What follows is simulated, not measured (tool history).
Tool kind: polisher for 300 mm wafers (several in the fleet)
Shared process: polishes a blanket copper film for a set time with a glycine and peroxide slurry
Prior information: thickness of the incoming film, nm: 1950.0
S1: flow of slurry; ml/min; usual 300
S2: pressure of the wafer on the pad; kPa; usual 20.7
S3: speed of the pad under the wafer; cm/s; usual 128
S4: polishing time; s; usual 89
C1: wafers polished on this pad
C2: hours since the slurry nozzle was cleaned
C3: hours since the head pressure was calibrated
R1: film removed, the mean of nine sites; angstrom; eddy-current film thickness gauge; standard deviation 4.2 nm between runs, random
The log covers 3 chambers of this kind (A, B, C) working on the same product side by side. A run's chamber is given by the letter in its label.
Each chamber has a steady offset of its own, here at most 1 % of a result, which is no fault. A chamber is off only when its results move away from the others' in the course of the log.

run     day   S1    S2   S3  S4    C1     C2     C3      R1
      0.196  -- chamber B: worn pad replaced by a new one
 1C   0.396  300  20.7  128  89   861   45.8  209.7  5866.3
      0.621  -- chamber A: worn pad replaced by a new one
      0.667  -- chamber C: worn pad replaced by a new one
 2A   0.817  300  20.7  128  89    65    603  658.8  5890.8
 3B   1.192  300  20.7  128  89   330  128.2    121  5889.8
 4B   1.638  300  20.7  128  89   478  138.9  131.7  5915.2
 5C   1.962  300  20.7  128  89   431   83.4  247.3  5921.7
 6A   2.212  300  15.9  128  89   528  636.5  692.3    4668
 7B   2.625  300  15.9  128  89   806  162.6  155.4  4679.9
 8A   2.904  300  15.9  128  89   757  653.1  708.9  4684.5
      2.954  -- chamber C: worn pad replaced by a new one
 9C   3.142  300  20.7  128  89    62  111.7  275.6  5838.9
10B   3.521  300  20.7  102  89  1103  184.1  176.9  4821.1
      3.612  -- chamber B: worn pad replaced by a new one
11A   3.946  300  20.7  102  89  1103  678.1  733.9  4751.9
12C   4.362  300  20.7  102  89   467    141  304.9  4807.7
13C   4.662  300  20.7  128  89   567  148.2  312.1  5871.5
        4.9  -- chamber A: worn pad replaced by a new one
14B   4.912  300  20.7  128  89   431  217.5  210.3  5856.5
15A   5.367  300  20.7  128  89   155  712.2    768  5840.5
16C   5.629  300  20.7  128  89   888  171.4  335.3    5922
      5.688  -- chamber C: worn pad replaced by a new one
17B   5.988  300  26.9  128  89   788  243.3  236.1  7391.9
18A   6.296  300  26.9  128  89   463  734.5  790.3  7284.8
      6.667  -- chamber C: head pressure recalibrated
19A   6.688  300  26.9  128  89   593  743.9  799.7  7354.8
      6.992  -- chamber B: worn pad replaced by a new one
20C   7.138  300  20.7  128  89   481  207.6   11.3  5322.8
21B   7.358  300  20.7  128  89   122  276.2    269  5929.7
22C   7.721  300  20.7  128  89   675  221.6   25.3  5362.6
      7.912  -- chamber C: worn pad replaced by a new one
23A   8.021  300  20.7  128  89  1036  775.9  831.7  5862.7
24B   8.283  335  20.7  128  79   429  298.4  291.2  5247.3
25C   8.533  335  20.7  128  79   207  241.1   44.8  4719.5
26B   8.733  335  20.7  128  79   579  309.2    302  5304.8
27A   9.042  300  20.7  128  89  1375  800.4  856.2  5808.3
      9.358  -- chamber A: worn pad replaced by a new one
28C   9.458  300  20.7  128  89   514  263.3     67    5314
29A   9.667  300  20.7   90  89   103  815.4  871.2  4296.2
30B   9.879  300  20.7   90  89   959  336.7  329.5  4393.5
     10.058  -- chamber B: worn pad replaced by a new one
31B  10.112  300  20.7   90  89    18  342.3  335.1  4395.1
32A  10.462  300  20.7  128  89   367  834.5  890.3  5831.2
     10.671  -- chamber C: worn pad replaced by a new one
33C  10.738  300  20.7  128  89    23    294   97.7  5302.5

Has any chamber moved away from the others, gradually or after a service, or does the common gauge drift, or do the chambers differ only by their own small steady offsets? State the chamber and the most likely cause if one applies.

A service left chamber C off against the others.
Cause: head's pressure below its setpoint, % = 10.8.

Chamber C could run next with any of the 4 candidate recipes listed below; each alters the usual settings, and their results appear as question marks. Which one brings its results back in line with what the other chambers deliver on the usual settings?
Allowed miss from the other chambers' usual-settings mean, per result, to count as in line: R1 150 angstrom
34C-1  11.067  300  20.7  120   81               ?
34C-2  11.067  295  20.7  128   81               ?
34C-3  11.067  305  20.7  128  102               ?
34C-4  11.067  300  20.7  134   94               ?

Average result of the remaining chambers running the usual settings: R1 5863.4 angstrom
  run      R1
34C-1  4584.7
34C-2  4835.6
34C-3  6107.3
34C-4  5844.8
The right change is 34C-4: it brings the chamber back within the allowed miss of the others.

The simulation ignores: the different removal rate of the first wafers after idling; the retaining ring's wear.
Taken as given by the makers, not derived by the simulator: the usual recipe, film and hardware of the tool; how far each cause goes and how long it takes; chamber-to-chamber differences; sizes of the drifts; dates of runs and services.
